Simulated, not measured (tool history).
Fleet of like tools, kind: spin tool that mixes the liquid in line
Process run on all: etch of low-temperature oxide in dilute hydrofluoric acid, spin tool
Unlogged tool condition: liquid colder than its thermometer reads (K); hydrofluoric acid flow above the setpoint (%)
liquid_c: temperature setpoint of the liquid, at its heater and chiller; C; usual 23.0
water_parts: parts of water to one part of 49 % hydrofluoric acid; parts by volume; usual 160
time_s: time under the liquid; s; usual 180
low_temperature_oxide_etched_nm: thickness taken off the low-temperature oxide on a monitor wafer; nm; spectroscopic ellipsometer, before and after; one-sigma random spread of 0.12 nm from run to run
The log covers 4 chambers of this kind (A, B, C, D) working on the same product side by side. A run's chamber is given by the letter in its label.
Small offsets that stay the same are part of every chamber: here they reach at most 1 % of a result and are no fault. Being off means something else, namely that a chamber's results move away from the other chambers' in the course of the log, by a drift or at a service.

| run | hour | liquid_c | water_parts | time_s | hours since the thermometer was replaced | hours since the hydrofluoric acid flow meter was replaced | read-back film thickness of the low-temperature oxide reference wafer, read on the same gauge (nm) | low_temperature_oxide_etched_nm |
|---|---|---|---|---|---|---|---|---|
| 1C | 5.2 | 23.0 | 160 | 180 | 496.2 | 288.5 | 60.000 | 13.6660 |
| 2A | 9.2 | 23.0 | 160 | 180 | 73.7 | 786.7 | 60.014 | 13.3780 |
| 3B | 16.7 | 23.0 | 160 | 180 | 1729.0 | 596.3 | 60.063 | 13.4320 |
| 4D | 23.4 | 23.0 | 160 | 180 | 746.6 | 30.5 | 59.989 | 13.5490 |
| 5C | 30.2 | 23.0 | 160 | 180 | 521.2 | 313.5 | 59.995 | 13.8190 |
| 6D | 35.9 | 23.0 | 160 | 180 | 759.1 | 43.0 | 60.016 | 13.6500 |
| 7B | 43.5 | 23.0 | 160 | 180 | 1755.8 | 623.1 | 60.006 | 13.5760 |
| 8A | 50.0 | 18.5 | 90 | 180 | 114.5 | 827.5 | 60.035 | 21.8020 |
| 9D | 53.6 | 18.5 | 90 | 180 | 776.8 | 60.7 | 59.988 | 21.4580 |
| 10A | 60.2 | 18.5 | 90 | 180 | 124.7 | 837.7 | 59.963 | 21.8400 |
| 11B | 66.3 | 18.5 | 90 | 180 | 1778.6 | 645.9 | 60.002 | 21.4110 |
| 12C | 70.1 | 23.0 | 160 | 180 | 561.1 | 353.4 | 60.006 | 13.6680 |
| 13C | 75.2 | 23.0 | 160 | 180 | 566.2 | 358.5 | 60.005 | 13.7590 |
| 14B | 80.8 | 23.0 | 160 | 180 | 1793.1 | 660.4 | 60.016 | 13.6740 |
| 15A | 86.9 | 23.0 | 215 | 180 | 151.4 | 864.4 | 59.956 | 9.5596 |
| 16D | 93.4 | 23.0 | 215 | 180 | 816.6 | 100.5 | 59.979 | 9.6623 |
| 17C | 98.4 | 23.0 | 215 | 180 | 589.4 | 381.7 | 60.023 | 9.7014 |
| 18A | 104.4 | 23.0 | 215 | 180 | 168.9 | 881.9 | 59.988 | 9.5873 |
| 19D | 110.6 | 23.0 | 160 | 180 | 833.8 | 117.7 | 59.971 | 13.5710 |
| 20B | 114.7 | 23.0 | 160 | 180 | 1827.0 | 694.3 | 59.985 | 13.6210 |
| 21B | 119.4 | 19.0 | 220 | 180 | 1831.7 | 699.0 | 60.006 | 8.0640 |
| 22C | 126.0 | 19.0 | 220 | 180 | 617.0 | 409.3 | 60.061 | 7.8820 |
| 23A | 133.6 | 19.0 | 220 | 180 | 198.1 | 911.1 | 59.982 | 8.1161 |
| 24D | 139.5 | 19.0 | 220 | 180 | 862.7 | 146.6 | 60.020 | 8.1047 |
| 25A | 142.9 | 23.0 | 160 | 180 | 207.4 | 920.4 | 60.020 | 13.7750 |
| 26D | 146.5 | 23.0 | 160 | 180 | 869.7 | 153.6 | 59.990 | 13.5830 |
| 27C | 151.1 | 23.0 | 160 | 180 | 642.1 | 434.4 | 59.976 | 13.6880 |
| 28B | 154.9 | 23.0 | 160 | 180 | 1867.2 | 734.5 | 60.030 | 13.5740 |
| 29D | 162.5 | 23.0 | 160 | 180 | 885.7 | 169.6 | 59.994 | 13.5620 |
| 30B | 167.1 | 23.0 | 160 | 180 | 1879.4 | 746.7 | 59.990 | 13.5810 |
| 31C | 172.7 | 23.0 | 160 | 180 | 663.7 | 456.0 | 60.018 | 13.7160 |
| 32A | 177.7 | 23.0 | 160 | 180 | 242.2 | 955.2 | 59.991 | 13.6720 |

Each of the 4 chambers runs these same settings next. Fill in every chamber's results:
| 33A | 183.1 | 18.5 | 160 | 180 |  |  |  | ? |
| 33B | 183.1 | 18.5 | 160 | 180 |  |  |  | ? |
| 33C | 183.1 | 18.5 | 160 | 180 |  |  |  | ? |
| 33D | 183.1 | 18.5 | 160 | 180 |  |  |  | ? |

| run | low_temperature_oxide_etched_nm |
|---|---|
| 33A | 11.4590 |
| 33B | 11.4820 |
| 33C | 11.4390 |
| 33D | 11.4080 |

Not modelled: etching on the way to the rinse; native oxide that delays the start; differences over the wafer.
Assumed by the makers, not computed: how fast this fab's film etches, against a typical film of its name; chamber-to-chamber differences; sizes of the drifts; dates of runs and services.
